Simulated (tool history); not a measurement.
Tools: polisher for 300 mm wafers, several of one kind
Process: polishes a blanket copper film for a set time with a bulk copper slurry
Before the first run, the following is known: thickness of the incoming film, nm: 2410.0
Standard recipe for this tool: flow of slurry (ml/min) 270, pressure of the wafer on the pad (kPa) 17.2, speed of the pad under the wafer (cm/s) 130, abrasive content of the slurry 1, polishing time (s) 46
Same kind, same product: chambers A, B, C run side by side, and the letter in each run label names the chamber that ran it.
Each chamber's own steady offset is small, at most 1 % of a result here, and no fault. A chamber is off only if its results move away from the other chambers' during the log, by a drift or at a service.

run   hour  flow of slurry (ml/min)  pressure of the wafer on the pad (kPa)  speed of the pad under the wafer (cm/s)  abrasive content of the slurry  polishing time (s)  wafers polished on this pad  hours since the slurry nozzle was cleaned  hours since the head pressure was calibrated  hours since the slurry blender was calibrated  film removed (Å)
 1B    4.7                      270                                    17.2                                      130                               1                  46                          609                                        9.6                                         869.2                                          196.2            4451.5
       6.1  -- chamber B: head pressure recalibrated
 2A    9.5                      270                                    17.2                                      130                               1                  46                          663                                      164.9                                         646.6                                            373            4621.6
       9.6  -- chamber B: worn pad replaced by a new one
      12.7  -- chamber A: slurry blender recalibrated
 3C   15.2                      270                                    17.2                                      130                               1                  46                          506                                      240.8                                         237.8                                          225.7            4585.9
 4C   19.5                      270                                    17.2                                      130                               1                  46                          547                                      245.1                                         242.1                                            230            4658.3
 5A   23.2                      270                                    17.2                                      130                               1                  46                          796                                      178.6                                         660.3                                           10.5            4583.9
 6B     30                      270                                    17.2                                      130                               1                  46                          198                                       34.9                                          23.9                                          221.5            4629.6
 7B   35.6                      270                                    17.2                                      130                               1                  46                          252                                       40.5                                          29.5                                          227.1              4635
 8C   40.4                      270                                    17.2                                      170                            1.15                  46                          750                                        266                                           263                                          250.9            6198.9
 9A   43.5                      270                                    17.2                                      170                            1.15                  46                          992                                      198.9                                         680.6                                           30.8            6122.7
      45.8  -- chamber C: worn pad replaced by a new one
        46  -- chamber B: slurry blender recalibrated
10A   46.6                      270                                    17.2                                      170                            1.15                  46                         1022                                        202                                         683.7                                           33.9            6190.2
11B   51.7                      270                                    17.2                                      130                               1                  46                          408                                       56.6                                          45.6                                            5.8            4579.9
12C   58.2                      270                                    17.2                                      130                               1                  46                          120                                      283.8                                         280.8                                          268.7            4675.8
13C   65.1                      270                                    17.2                                      130                               1                  46                          187                                      290.7                                         287.7                                          275.6            4644.5
14B   70.1                      270                                    17.2                                      130                               1                  46                          586                                         75                                            64                                           24.2              4621
15A   76.3                      270                                    17.2                                      130                               1                  46                         1310                                      231.7                                         713.4                                           63.6            4319.2
      77.6  -- chamber B: worn pad replaced by a new one
16C   81.2                      270                                    17.2                                      130                               1                  46                          343                                      306.8                                         303.8                                          291.7            4781.6
17B   84.6                      270                                    17.2                                      130                               1                  46                           68                                       89.5                                          78.5                                           38.7            4574.7
18A   90.7                      270                                    17.2                                      130                               1                  46                         1449                                      246.1                                         727.8                                             78            4346.2
19C   95.4                      270                                    17.2                                      130                               1                  46                          480                                        321                                           318                                          305.9            4610.4
20B  100.4                      270                                    17.2                                      130                               1                  46                          221                                      105.3                                          94.3                                           54.5            4644.9
21A  104.5                      270                                    17.2                                      130                               1                  46                         1583                                      259.9                                         741.6                                           91.8            4191.8
22A  107.9                      270                                    17.2                                      130                               1                  46                         1616                                      263.3                                           745                                           95.2              4230

The same settings go to every chamber for the next run, one line per chamber below. Forecast the results for each:
23A  113.1                      270                                    17.2                                      130                             1.2                  46                                                                                                                                                                                      ?
23B  113.1                      270                                    17.2                                      130                             1.2                  46                                                                                                                                                                                      ?
23C  113.1                      270                                    17.2                                      130                             1.2                  46                                                                                                                                                                                      ?

run  film removed (Å)
23A            4337.6
23B              4690
23C            4750.8

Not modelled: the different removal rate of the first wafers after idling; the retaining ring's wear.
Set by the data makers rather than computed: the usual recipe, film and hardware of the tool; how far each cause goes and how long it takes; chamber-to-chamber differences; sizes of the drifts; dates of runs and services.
